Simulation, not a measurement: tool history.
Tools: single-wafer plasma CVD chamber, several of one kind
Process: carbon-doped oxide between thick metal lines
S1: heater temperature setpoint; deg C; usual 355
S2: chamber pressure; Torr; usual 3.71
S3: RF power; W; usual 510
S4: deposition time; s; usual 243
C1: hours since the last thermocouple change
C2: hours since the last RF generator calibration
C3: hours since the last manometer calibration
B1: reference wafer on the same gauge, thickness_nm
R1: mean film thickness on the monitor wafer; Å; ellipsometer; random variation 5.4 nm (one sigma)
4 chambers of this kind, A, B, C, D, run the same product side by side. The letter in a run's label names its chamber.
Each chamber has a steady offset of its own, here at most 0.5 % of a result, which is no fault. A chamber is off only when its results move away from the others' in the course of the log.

{"run": "1D", "hour": 6.0, "S1": 355, "S2": 3.71, "S3": 510, "S4": 243, "C1": 676.2, "C2": 956.5, "C3": 297.2, "B1": 1279.5, "R1": 11725}
{"run": "2B", "hour": 9.2, "S1": 355, "S2": 3.71, "S3": 510, "S4": 243, "C1": 79.2, "C2": 1195.8, "C3": 381.5, "B1": 1279.5, "R1": 11585}
{"run": "3C", "hour": 13.6, "S1": 355, "S2": 3.71, "S3": 510, "S4": 243, "C1": 904.5, "C2": 659.3, "C3": 1427.7, "B1": 1280, "R1": 11674}
{"run": "4A", "hour": 17.1, "S1": 355, "S2": 3.71, "S3": 510, "S4": 243, "C1": 944.8, "C2": 1210.6, "C3": 1664.5, "B1": 1278.9, "R1": 11612}
{"run": "5C", "hour": 21.5, "S1": 355, "S2": 3.71, "S3": 510, "S4": 243, "C1": 912.4, "C2": 667.2, "C3": 1435.6, "B1": 1280.2, "R1": 11822}
{"run": "6A", "hour": 24.9, "S1": 355, "S2": 3.71, "S3": 510, "S4": 243, "C1": 952.6, "C2": 1218.4, "C3": 1672.3, "B1": 1279.8, "R1": 11636}
{"run": "7B", "hour": 28.3, "S1": 355, "S2": 3.71, "S3": 510, "S4": 243, "C1": 98.3, "C2": 1214.9, "C3": 400.6, "B1": 1280.7, "R1": 11684}
{"run": "8D", "hour": 33.4, "S1": 355, "S2": 3.71, "S3": 510, "S4": 243, "C1": 703.6, "C2": 983.9, "C3": 324.6, "B1": 1280, "R1": 11717}
{"run": "9C", "hour": 37.8, "S1": 355, "S2": 3.71, "S3": 510, "S4": 243, "C1": 928.7, "C2": 683.5, "C3": 1451.9, "B1": 1281.5, "R1": 11671}
{"run": "10A", "hour": 41.6, "S1": 355, "S2": 3.71, "S3": 510, "S4": 243, "C1": 969.3, "C2": 1235.1, "C3": 1689, "B1": 1280.8, "R1": 11658}
{"run": "11D", "hour": 44.9, "S1": 355, "S2": 2.83, "S3": 510, "S4": 243, "C1": 715.1, "C2": 995.4, "C3": 336.1, "B1": 1280, "R1": 11450}
{"run": "12B", "hour": 47.6, "S1": 355, "S2": 2.83, "S3": 510, "S4": 243, "C1": 117.6, "C2": 1234.2, "C3": 419.9, "B1": 1279.9, "R1": 11255}
{"run": "13C", "hour": 52.7, "S1": 355, "S2": 2.83, "S3": 510, "S4": 243, "C1": 943.6, "C2": 698.4, "C3": 1466.8, "B1": 1279.5, "R1": 11374}
{"run": "14D", "hour": 55.8, "S1": 355, "S2": 2.83, "S3": 510, "S4": 243, "C1": 726, "C2": 1006.3, "C3": 347, "B1": 1278.6, "R1": 11350}
{"hour": 59.2, "done": "chamber C: thermocouple changed; heater temperature recalibrated"}
{"run": "15A", "hour": 61.6, "S1": 355, "S2": 3.71, "S3": 510, "S4": 243, "C1": 989.3, "C2": 1255.1, "C3": 1709, "B1": 1281.2, "R1": 11685}
{"run": "16B", "hour": 64.8, "S1": 355, "S2": 3.71, "S3": 510, "S4": 243, "C1": 134.8, "C2": 1251.4, "C3": 437.1, "B1": 1280.1, "R1": 11624}
{"run": "17A", "hour": 70.7, "S1": 355, "S2": 3.71, "S3": 510, "S4": 243, "C1": 998.4, "C2": 1264.2, "C3": 1718.1, "B1": 1279.3, "R1": 11743}
{"run": "18B", "hour": 76.7, "S1": 355, "S2": 3.71, "S3": 510, "S4": 243, "C1": 146.7, "C2": 1263.3, "C3": 449, "B1": 1280.2, "R1": 11561}
{"run": "19D", "hour": 80.0, "S1": 355, "S2": 3.39, "S3": 510, "S4": 243, "C1": 750.2, "C2": 1030.5, "C3": 371.2, "B1": 1280.6, "R1": 11566}
{"run": "20C", "hour": 84.5, "S1": 355, "S2": 3.39, "S3": 510, "S4": 243, "C1": 25.4, "C2": 730.2, "C3": 1498.6, "B1": 1280.7, "R1": 11583}
{"run": "21D", "hour": 87.5, "S1": 355, "S2": 3.39, "S3": 510, "S4": 243, "C1": 757.7, "C2": 1038, "C3": 378.7, "B1": 1279.7, "R1": 11606}
{"run": "22B", "hour": 90.5, "S1": 355, "S2": 3.39, "S3": 510, "S4": 243, "C1": 160.5, "C2": 1277.1, "C3": 462.8, "B1": 1279.5, "R1": 11525}
{"run": "23A", "hour": 94.8, "S1": 355, "S2": 3.71, "S3": 510, "S4": 243, "C1": 1022.5, "C2": 1288.3, "C3": 1742.2, "B1": 1281.9, "R1": 11707}
{"run": "24C", "hour": 100.3, "S1": 355, "S2": 3.71, "S3": 510, "S4": 243, "C1": 41.2, "C2": 746, "C3": 1514.4, "B1": 1278.7, "R1": 11777}
{"run": "25B", "hour": 105.9, "S1": 355, "S2": 3.71, "S3": 510, "S4": 243, "C1": 175.9, "C2": 1292.5, "C3": 478.2, "B1": 1280.9, "R1": 11640}
{"run": "26C", "hour": 108.8, "S1": 355, "S2": 3.71, "S3": 510, "S4": 243, "C1": 49.7, "C2": 754.5, "C3": 1522.9, "B1": 1279.6, "R1": 11779}
{"run": "27D", "hour": 112.8, "S1": 355, "S2": 3.71, "S3": 510, "S4": 243, "C1": 783, "C2": 1063.3, "C3": 404, "B1": 1280.7, "R1": 11691}
{"run": "28A", "hour": 115.6, "S1": 355, "S2": 3.71, "S3": 510, "S4": 243, "C1": 1043.3, "C2": 1309.1, "C3": 1763, "B1": 1279.2, "R1": 11629}
{"run": "29D", "hour": 120.1, "S1": 355, "S2": 3.71, "S3": 510, "S4": 212, "C1": 790.3, "C2": 1070.6, "C3": 411.3, "B1": 1281.2, "R1": 10296}
{"run": "30C", "hour": 122.9, "S1": 355, "S2": 3.71, "S3": 510, "S4": 212, "C1": 63.8, "C2": 768.6, "C3": 1537, "B1": 1281.3, "R1": 10196}

All 4 chambers run these settings next. Forecast each chamber's results:
{"run": "31A", "hour": 127.2, "S1": 355, "S2": 3.71, "S3": 510, "S4": 204, "R1": "?"}
{"run": "31B", "hour": 127.2, "S1": 355, "S2": 3.71, "S3": 510, "S4": 204, "R1": "?"}
{"run": "31C", "hour": 127.2, "S1": 355, "S2": 3.71, "S3": 510, "S4": 204, "R1": "?"}
{"run": "31D", "hour": 127.2, "S1": 355, "S2": 3.71, "S3": 510, "S4": 204, "R1": "?"}

run=31A R1=9794.9
run=31B R1=9798.8
run=31C R1=9797.9
run=31D R1=9919.5
